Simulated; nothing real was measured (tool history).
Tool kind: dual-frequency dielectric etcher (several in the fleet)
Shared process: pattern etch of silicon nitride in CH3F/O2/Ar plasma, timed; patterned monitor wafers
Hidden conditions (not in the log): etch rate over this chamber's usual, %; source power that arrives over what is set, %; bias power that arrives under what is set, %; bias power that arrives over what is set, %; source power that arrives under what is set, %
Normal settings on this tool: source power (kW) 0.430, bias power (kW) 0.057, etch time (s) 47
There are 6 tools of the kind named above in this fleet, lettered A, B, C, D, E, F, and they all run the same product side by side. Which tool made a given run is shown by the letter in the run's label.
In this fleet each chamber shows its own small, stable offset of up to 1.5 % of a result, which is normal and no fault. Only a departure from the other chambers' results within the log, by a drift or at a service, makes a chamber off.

| run | hour | source power (kW) | bias power (kW) | etch time (s) | hours since the last wet clean | hours since the last source power generator calibration | hours since the last bias power generator calibration | read-back reference wafer on the same gauge, depth_nm | mean etch depth across the wafer (angstrom) |
|---|---|---|---|---|---|---|---|---|---|
| 1E | 3.4 | 0.430 | 0.057 | 47 | 293.9 | 3018.0 | 1956.4 | 25.088 | 311.61 |
| 2D | 7.1 | 0.430 | 0.057 | 47 | 452.2 | 1160.7 | 93.9 | 25.104 | 312.27 |
| 3A | 10.2 | 0.430 | 0.057 | 47 | 159.9 | 3434.9 | 1387.0 | 25.108 | 311.79 |
| 4F | 13.0 | 0.430 | 0.057 | 47 | 367.0 | 490.2 | 2419.8 | 25.119 | 317.38 |
| 5C | 16.2 | 0.430 | 0.057 | 47 | 401.6 | 2173.1 | 1724.3 | 25.122 | 309.98 |
| 6B | 19.6 | 0.430 | 0.057 | 47 | 323.5 | 1504.8 | 1208.3 | 25.137 | 312.73 |
| 7E | 23.3 | 0.430 | 0.057 | 47 | 313.8 | 3037.9 | 1976.3 | 25.125 | 311.78 |
| 8D | 26.6 | 0.430 | 0.057 | 47 | 471.7 | 1180.2 | 113.4 | 25.147 | 312.56 |
| 9F | 29.6 | 0.430 | 0.057 | 47 | 383.6 | 506.8 | 2436.4 | 25.139 | 317.08 |
| 10B | 32.2 | 0.430 | 0.057 | 47 | 336.1 | 1517.4 | 1220.9 | 25.145 | 313.00 |
| 11A | 35.4 | 0.430 | 0.057 | 47 | 185.1 | 3460.1 | 1412.2 | 25.148 | 312.22 |
| 12C | 38.4 | 0.430 | 0.057 | 47 | 423.8 | 2195.3 | 1746.5 | 25.154 | 311.60 |
| 13A | 40.4 | 0.430 | 0.057 | 47 | 190.1 | 3465.1 | 1417.2 | 25.158 | 313.27 |
| 14C | 42.6 | 0.430 | 0.057 | 47 | 428.0 | 2199.5 | 1750.7 | 25.162 | 310.52 |
| 15D | 45.0 | 0.430 | 0.057 | 47 | 490.1 | 1198.6 | 131.8 | 25.159 | 311.62 |
| 16B | 49.8 | 0.430 | 0.057 | 47 | 353.7 | 1535.0 | 1238.5 | 25.167 | 312.98 |
| 17F | 53.5 | 0.430 | 0.057 | 47 | 407.5 | 530.7 | 2460.3 | 25.174 | 317.14 |
| 18E | 56.5 | 0.430 | 0.057 | 47 | 347.0 | 3071.1 | 2009.5 | 25.174 | 313.14 |
| 19E | 58.9 | 0.430 | 0.057 | 47 | 349.4 | 3073.5 | 2011.9 | 25.178 | 313.25 |
| 20B | 61.1 | 0.500 | 0.057 | 47 | 365.0 | 1546.3 | 1249.8 | 25.172 | 332.40 |
| 21D | 64.1 | 0.500 | 0.057 | 47 | 509.2 | 1217.7 | 150.9 | 25.186 | 330.77 |
| 22C | 66.4 | 0.500 | 0.057 | 47 | 451.8 | 2223.3 | 1774.5 | 25.184 | 330.06 |
| 23F | 70.4 | 0.500 | 0.057 | 47 | 424.4 | 547.6 | 2477.2 | 25.194 | 336.38 |
| 24A | 74.1 | 0.500 | 0.057 | 47 | 223.8 | 3498.8 | 1450.9 | 25.197 | 331.06 |
|  | 74.6 | chamber E: wet clean of the chamber |
| 25F | 78.1 | 0.500 | 0.057 | 47 | 432.1 | 555.3 | 2484.9 | 25.203 | 335.63 |
| 26C | 80.7 | 0.390 | 0.057 | 47 | 466.1 | 2237.6 | 1788.8 | 25.207 | 300.23 |
|  | 83.7 | chamber D: wet clean of the chamber |
| 27E | 83.7 | 0.390 | 0.057 | 47 | 9.1 | 3098.3 | 2036.7 | 25.216 | 301.32 |
|  | 83.8 | chamber C: wet clean of the chamber |
| 28B | 86.2 | 0.390 | 0.057 | 47 | 390.1 | 1571.4 | 1274.9 | 25.211 | 301.32 |
| 29A | 89.6 | 0.390 | 0.057 | 47 | 239.3 | 3514.3 | 1466.4 | 25.209 | 302.48 |
| 30D | 92.1 | 0.390 | 0.057 | 47 | 8.4 | 1245.7 | 178.9 | 25.226 | 300.68 |
| 31E | 96.2 | 0.390 | 0.057 | 47 | 21.6 | 3110.8 | 2049.2 | 25.240 | 302.60 |
| 32D | 100.5 | 0.430 | 0.057 | 47 | 16.8 | 1254.1 | 187.3 | 25.248 | 311.94 |
| 33C | 104.9 | 0.430 | 0.057 | 47 | 21.1 | 2261.8 | 1813.0 | 25.242 | 312.28 |
| 34F | 109.5 | 0.430 | 0.057 | 47 | 463.5 | 586.7 | 2516.3 | 25.253 | 318.33 |
| 35B | 111.9 | 0.430 | 0.057 | 47 | 415.8 | 1597.1 | 1300.6 | 25.247 | 314.16 |
| 36A | 116.2 | 0.430 | 0.057 | 47 | 265.9 | 3540.9 | 1493.0 | 25.254 | 313.83 |
| 37C | 121.0 | 0.430 | 0.057 | 47 | 37.2 | 2277.9 | 1829.1 | 25.267 | 312.46 |
| 38B | 124.3 | 0.430 | 0.057 | 47 | 428.2 | 1609.5 | 1313.0 | 25.272 | 313.71 |

All 6 chambers run these settings next. Forecast each chamber's results:
| 39A | 127.8 | 0.430 | 0.046 | 47 |  |  |  |  | ? |
| 39B | 127.8 | 0.430 | 0.046 | 47 |  |  |  |  | ? |
| 39C | 127.8 | 0.430 | 0.046 | 47 |  |  |  |  | ? |
| 39D | 127.8 | 0.430 | 0.046 | 47 |  |  |  |  | ? |
| 39E | 127.8 | 0.430 | 0.046 | 47 |  |  |  |  | ? |
| 39F | 127.8 | 0.430 | 0.046 | 47 |  |  |  |  | ? |

| run | mean etch depth across the wafer (angstrom) |
|---|---|
| 39A | 294.17 |
| 39B | 293.97 |
| 39C | 292.31 |
| 39D | 292.68 |
| 39E | 293.07 |
| 39F | 298.30 |

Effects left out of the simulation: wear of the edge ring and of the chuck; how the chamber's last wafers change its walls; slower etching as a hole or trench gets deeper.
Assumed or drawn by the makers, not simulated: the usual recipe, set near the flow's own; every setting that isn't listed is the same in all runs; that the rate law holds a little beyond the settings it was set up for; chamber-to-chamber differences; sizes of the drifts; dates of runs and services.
